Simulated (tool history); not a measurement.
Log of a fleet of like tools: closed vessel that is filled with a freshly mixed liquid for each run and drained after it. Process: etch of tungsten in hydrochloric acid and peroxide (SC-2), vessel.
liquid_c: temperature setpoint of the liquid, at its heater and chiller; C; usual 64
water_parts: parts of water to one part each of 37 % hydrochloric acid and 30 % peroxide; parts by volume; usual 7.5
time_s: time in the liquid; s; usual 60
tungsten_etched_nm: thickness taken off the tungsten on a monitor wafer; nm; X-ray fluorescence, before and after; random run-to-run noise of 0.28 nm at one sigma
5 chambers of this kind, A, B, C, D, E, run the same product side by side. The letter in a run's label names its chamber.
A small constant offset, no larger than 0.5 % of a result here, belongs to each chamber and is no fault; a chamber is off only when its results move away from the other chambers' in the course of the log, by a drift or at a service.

| run | hour | liquid_c | water_parts | time_s | hours since the thermometer was replaced | hours since the chemicals flow meter was replaced | hours since the drum of peroxide was connected | read-back film thickness of the tungsten reference wafer, read on the same gauge (nm) | tungsten_etched_nm |
|---|---|---|---|---|---|---|---|---|---|
| 1A | 3.2 | 64 | 7.5 | 60 | 1741.4 | 622.1 | 128.3 | 130 | 36.21 |
| 2E | 7.4 | 64 | 7.5 | 60 | 1418.9 | 1792.2 | 264.5 | 130 | 36.258 |
| 3D | 11.8 | 64 | 7.5 | 60 | 354.6 | 253.6 | 571.3 | 129.99 | 36.1 |
| 4C | 15.4 | 64 | 7.5 | 60 | 1767.5 | 2023.6 | 315.9 | 130 | 35.963 |
| 5B | 19.1 | 64 | 7.5 | 60 | 115.8 | 312.7 | 672.9 | 130.01 | 36.34 |
| 6B | 22.2 | 64 | 7.5 | 60 | 118.9 | 315.8 | 676 | 130.01 | 35.62 |
| 7E | 27.7 | 64 | 7.5 | 30 | 1439.2 | 1812.5 | 284.8 | 130.02 | 18.151 |
| 8D | 30.3 | 64 | 7.5 | 30 | 373.1 | 272.1 | 589.8 | 130.01 | 18.111 |
| 9A | 35 | 64 | 7.5 | 30 | 1773.2 | 653.9 | 160.1 | 130 | 17.942 |
| 10C | 40.1 | 64 | 7.5 | 30 | 1792.2 | 2048.3 | 340.6 | 130 | 17.961 |
| 11D | 44.4 | 64 | 7.5 | 30 | 387.2 | 286.2 | 603.9 | 130.02 | 18.199 |
| 12B | 48.7 | 64 | 7.5 | 60 | 145.4 | 342.3 | 702.5 | 129.99 | 35.92 |
| 13C | 54.3 | 60.5 | 7.5 | 60 | 1806.4 | 2062.5 | 354.8 | 130.01 | 29.06 |
| 14A | 57.5 | 60.5 | 7.5 | 60 | 1795.7 | 676.4 | 182.6 | 129.99 | 28.502 |
| 15E | 62.2 | 60.5 | 7.5 | 60 | 1473.7 | 1847 | 319.3 | 129.98 | 29.411 |
| 16B | 66.8 | 60.5 | 7.5 | 60 | 163.5 | 360.4 | 720.6 | 130.01 | 28.802 |
| 17E | 69.7 | 60.5 | 7.5 | 60 | 1481.2 | 1854.5 | 326.8 | 130.01 | 29.39 |
| 18D | 74.9 | 64 | 7.5 | 60 | 417.7 | 316.7 | 634.4 | 130.01 | 36.067 |
| 19C | 78.8 | 64 | 7.5 | 60 | 1830.9 | 2087 | 379.3 | 130.01 | 35.913 |
|  | 78.9 | chamber C: chemicals flow meter replaced |
| 20A | 81.4 | 64 | 7.5 | 60 | 1819.6 | 700.3 | 206.5 | 130.01 | 34.839 |
|  | 83.6 | chamber E: chemicals flow meter replaced |
| 21B | 86 | 60.5 | 7.5 | 60 | 182.7 | 379.6 | 739.8 | 130.02 | 29.108 |
| 22E | 90.7 | 60.5 | 7.5 | 60 | 1502.2 | 7.2 | 347.8 | 129.99 | 29.397 |
| 23D | 95.2 | 60.5 | 7.5 | 60 | 438 | 337 | 654.7 | 130.01 | 29.068 |
| 24A | 100.2 | 60.5 | 7.5 | 60 | 1838.4 | 719.1 | 225.3 | 129.99 | 27.215 |
| 25C | 105.5 | 60.5 | 7.5 | 60 | 1857.6 | 26.7 | 406 | 129.99 | 28.886 |
| 26D | 108.2 | 64 | 9 | 60 | 451 | 350 | 667.7 | 129.99 | 31.592 |
| 27C | 112.5 | 64 | 9 | 60 | 1864.6 | 33.7 | 413 | 130.02 | 30.609 |
| 28A | 116.9 | 64 | 9 | 60 | 1855.1 | 735.8 | 242 | 130.01 | 29.092 |
| 29B | 119.9 | 64 | 9 | 60 | 216.6 | 413.5 | 773.7 | 130 | 31.153 |
| 30E | 123.1 | 64 | 9 | 60 | 1534.6 | 39.6 | 380.2 | 130 | 31.237 |
| 31D | 128.5 | 64 | 7.5 | 60 | 471.3 | 370.3 | 688 | 129.99 | 36.24 |
| 32E | 133.9 | 64 | 7.5 | 60 | 1545.4 | 50.4 | 391 | 130.01 | 35.426 |
| 33C | 137 | 64 | 7.5 | 60 | 1889.1 | 58.2 | 437.5 | 130.01 | 35.97 |
| 34A | 140.7 | 64 | 7.5 | 60 | 1878.9 | 759.6 | 265.8 | 129.98 | 33.312 |

Next, all 5 chambers run the settings below, one line each with question marks for the results. What does each chamber give?
| 35A | 145 | 64 | 7.5 | 50 |  |  |  |  | ? |
| 35B | 145 | 64 | 7.5 | 50 |  |  |  |  | ? |
| 35C | 145 | 64 | 7.5 | 50 |  |  |  |  | ? |
| 35D | 145 | 64 | 7.5 | 50 |  |  |  |  | ? |
| 35E | 145 | 64 | 7.5 | 50 |  |  |  |  | ? |

| run | tungsten_etched_nm |
|---|---|
| 35A | 27.202 |
| 35B | 30.348 |
| 35C | 29.913 |
| 35D | 30.267 |
| 35E | 29.949 |
